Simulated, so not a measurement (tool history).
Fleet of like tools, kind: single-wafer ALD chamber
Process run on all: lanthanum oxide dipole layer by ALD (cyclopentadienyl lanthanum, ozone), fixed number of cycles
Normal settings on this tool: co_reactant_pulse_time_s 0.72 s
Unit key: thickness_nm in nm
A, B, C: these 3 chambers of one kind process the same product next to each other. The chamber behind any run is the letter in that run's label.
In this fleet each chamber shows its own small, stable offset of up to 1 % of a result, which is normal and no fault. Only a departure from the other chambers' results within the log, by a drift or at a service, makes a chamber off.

run   hour  co_reactant_pulse_time_s  read-back reference wafer on the same gauge, thickness_nm  thickness_nm
 1A    6.9                      0.72                                                    0.44887       0.44255
 2C   11.4                      0.72                                                    0.44908       0.44084
 3B   18.9                      0.72                                                    0.44873       0.44456
 4C   23.2                      0.72                                                    0.44873       0.44155
 5A   29.4                      0.72                                                    0.44903       0.44142
 6B   35.6                      0.72                                                    0.44909       0.44495
 7A   39.5                      0.72                                                    0.44899       0.44013
 8B   45.9                      0.72                                                    0.44889       0.44447
 9C   52.4                      0.72                                                    0.44913       0.44122
10C   59.4                      0.72                                                    0.44936       0.44256
11A   63.7                      0.85                                                    0.44866       0.47424
12B   69.2                      0.85                                                    0.44857       0.47574
13C   72.7                      0.85                                                    0.44905       0.47448
14B   78.0                      0.72                                                    0.44912       0.44066
15A   85.5                      0.48                                                    0.44901       0.35580
16C   89.6                      0.48                                                    0.44927       0.35809
17B   94.5                      0.48                                                    0.44874       0.35378
18A  100.0                      0.52                                                    0.44938       0.37551
19A  107.1                      0.52                                                    0.44898       0.37089
20B  113.3                      0.52                                                    0.44863       0.37036
21C  117.9                      0.72                                                    0.44874       0.44141
22A  125.6                      0.72                                                    0.44909       0.44289
23C  129.3                      0.72                                                    0.44916       0.44445
24B  134.8                      0.72                                                    0.44922       0.43526
25C  141.2                      0.72                                                    0.44896       0.44320
26B  149.2                      0.72                                                    0.44896       0.43365
27A  156.5                      0.86                                                    0.44871       0.47391
     159.8  -- chamber A: thermocouple changed; heater temperature recalibrated
28B  160.8                      0.86                                                    0.44858       0.46751
29A  168.1                      0.86                                                    0.44909       0.47520
30C  171.6                      0.96                                                    0.44901       0.49242
31C  177.4                      0.96                                                    0.44930       0.49207
32A  184.4                      0.96                                                    0.44889       0.49349
33B  192.1                      0.72                                                    0.44902       0.43199
34B  196.1                      0.72                                                    0.44913       0.43398
35C  203.3                      0.72                                                    0.44886       0.44357
36A  211.1                      0.72                                                    0.44899       0.43823

Is one chamber out of step, is the gauge drifting, or do the chambers differ by no more than their own small offsets? For an off chamber, give its letter and the likeliest cause.

Chamber B drifts away from the others.
Likeliest cause: ozone dose below that of a generator just serviced (%) = 7.34.

Which of the 4 candidates below, each the usual settings with something changed and its results left as question marks, puts chamber B back in line with what the other chambers give on the usual settings?
Maximum distance from the other chambers' mean on the usual settings for a result to count as in line: thickness_nm 0.00540 nm
37B-1  216.9                      0.71                                                                        ?
37B-2  216.9                      0.76                                                                        ?
37B-3  216.9                      0.73                                                                        ?
37B-4  216.9                      0.68                                                                        ?

Mean of the other chambers on the usual settings: thickness_nm 0.44132 nm
  run  thickness_nm
37B-1       0.42563
37B-2       0.43950
37B-3       0.43133
37B-4       0.41666
Change 37B-2 lands the chamber within the allowed miss of the other chambers.
